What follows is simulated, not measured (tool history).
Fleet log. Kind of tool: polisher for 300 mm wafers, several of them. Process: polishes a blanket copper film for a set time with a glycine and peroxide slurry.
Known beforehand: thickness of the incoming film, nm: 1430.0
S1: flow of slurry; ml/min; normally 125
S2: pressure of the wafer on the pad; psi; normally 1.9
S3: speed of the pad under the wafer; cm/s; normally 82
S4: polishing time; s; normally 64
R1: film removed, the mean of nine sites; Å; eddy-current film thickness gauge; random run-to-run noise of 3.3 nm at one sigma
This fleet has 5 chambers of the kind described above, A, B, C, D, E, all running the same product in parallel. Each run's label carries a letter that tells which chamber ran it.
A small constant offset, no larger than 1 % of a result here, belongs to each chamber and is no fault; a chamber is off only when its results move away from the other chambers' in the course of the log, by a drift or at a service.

run   hour   S1   S2   S3  S4      R1
      14.7  -- chamber C: worn pad replaced by a new one
 1A   14.9  125  1.9   82  64  2556.9
      16.3  -- chamber C: slurry nozzle cleaned
 2C   23.5  125  1.9   82  64  2566.6
 3E   31.7  125  1.9   82  64  2497.4
      35.4  -- chamber D: worn pad replaced by a new one
 4D   46.9  125  1.9   82  64  2537.8
      54.3  -- chamber B: worn pad replaced by a new one
 5B   57.0  125  1.9   82  64  2532.1
 6E   69.6  125  1.9   82  64  2524.9
      71.0  -- chamber E: worn pad replaced by a new one
      80.5  -- chamber A: worn pad replaced by a new one
 7C   81.5  125  1.9   82  64  2499.4
 8A   89.4  125  1.9   82  64  2557.4
 9D   98.3  125  1.9   82  64  2522.8
     104.9  -- chamber C: worn pad replaced by a new one
10B  113.4  125  1.9   82  64  2548.4
     117.3  -- chamber D: worn pad replaced by a new one
11A  128.4  125  1.9   82  64  2567.0
12B  137.0  125  1.9   82  64  2548.8
     149.6  -- chamber B: worn pad replaced by a new one
13C  152.3  125  1.9   82  64  2508.3
     155.1  -- chamber A: worn pad replaced by a new one
     162.3  -- chamber E: head pressure recalibrated
14E  163.7  125  1.9   82  64  2316.3
     165.4  -- chamber E: worn pad replaced by a new one
15D  171.9  125  1.9   82  64  2516.5
16A  182.6  125  1.9   82  64  2491.3
17D  189.8  125  1.9   82  64  2569.8
18B  196.9  125  1.9   82  64  2534.1
     203.3  -- chamber D: worn pad replaced by a new one
19C  209.4  125  1.9   82  64  2509.5
     210.1  -- chamber C: worn pad replaced by a new one
     213.5  -- chamber D: slurry nozzle cleaned
20E  220.8  125  1.9   82  64  2416.4
     230.3  -- chamber B: worn pad replaced by a new one
     234.7  -- chamber A: worn pad replaced by a new one
21D  235.2  125  1.9   82  64  2567.2
     242.3  -- chamber B: slurry nozzle cleaned
22B  250.5  125  1.9   82  64  2557.8
     262.5  -- chamber E: worn pad replaced by a new one
23E  265.8  125  1.9   82  64  2435.6
24C  278.8  125  1.9   82  64  2506.7
     283.9  -- chamber D: worn pad replaced by a new one
25A  290.7  125  1.9   82  64  2516.8
     294.1  -- chamber A: head pressure recalibrated
26C  300.7  125  1.9   82  64  2530.2
     315.2  -- chamber C: worn pad replaced by a new one
27B  316.1  125  1.9   82  64  2555.1
     316.9  -- chamber A: worn pad replaced by a new one
     319.4  -- chamber B: worn pad replaced by a new one
28E  325.7  125  1.9   82  64  2387.8
     337.2  -- chamber E: worn pad replaced by a new one
29A  337.5  125  1.9   82  64  2522.6
30D  346.1  125  1.9   82  64  2496.3
31E  354.1  155  1.9  110  64  3027.4
32C  367.4  155  1.9  110  64  3266.6
     368.9  -- chamber A: slurry nozzle cleaned
     374.0  -- chamber D: worn pad replaced by a new one
33A  379.2  155  1.9  110  64  3278.3
34D  392.4  155  1.9  110  64  3298.2
35B  404.6  155  1.9  110  64  3380.0
36C  415.2  165  1.9   82  77  3131.7
37D  424.6  165  1.9   82  77  3157.7

Which is it: a chamber that has drifted or been left off by a service, a gauge drift common to all chambers, or only each chamber's usual small offset? If a chamber is off, name it and its likeliest cause.

A service left chamber E off against the others.
Most likely cause: head's pressure below its setpoint, % = 9.38.

Here are 4 candidates for chamber E's next run, each the usual settings with a change, their results left as question marks. Which one brings its results back in line with what the others give on the usual settings?
Counts as in line when no further than this from what the other chambers average on the usual settings: R1 120.0 Å
38E-1  435.6  130  1.9  88  71   ?
38E-2  435.6  125  1.8  78  59   ?
38E-3  435.6  125  1.8  78  64   ?
38E-4  435.6  125  2.0  82  67   ?

Mean of the other chambers on the usual settings: R1 2539.0 Å
  run      R1
38E-1  2760.6
38E-2  2012.5
38E-3  2183.0
38E-4  2546.1
38E-4 brings the chamber back in line.
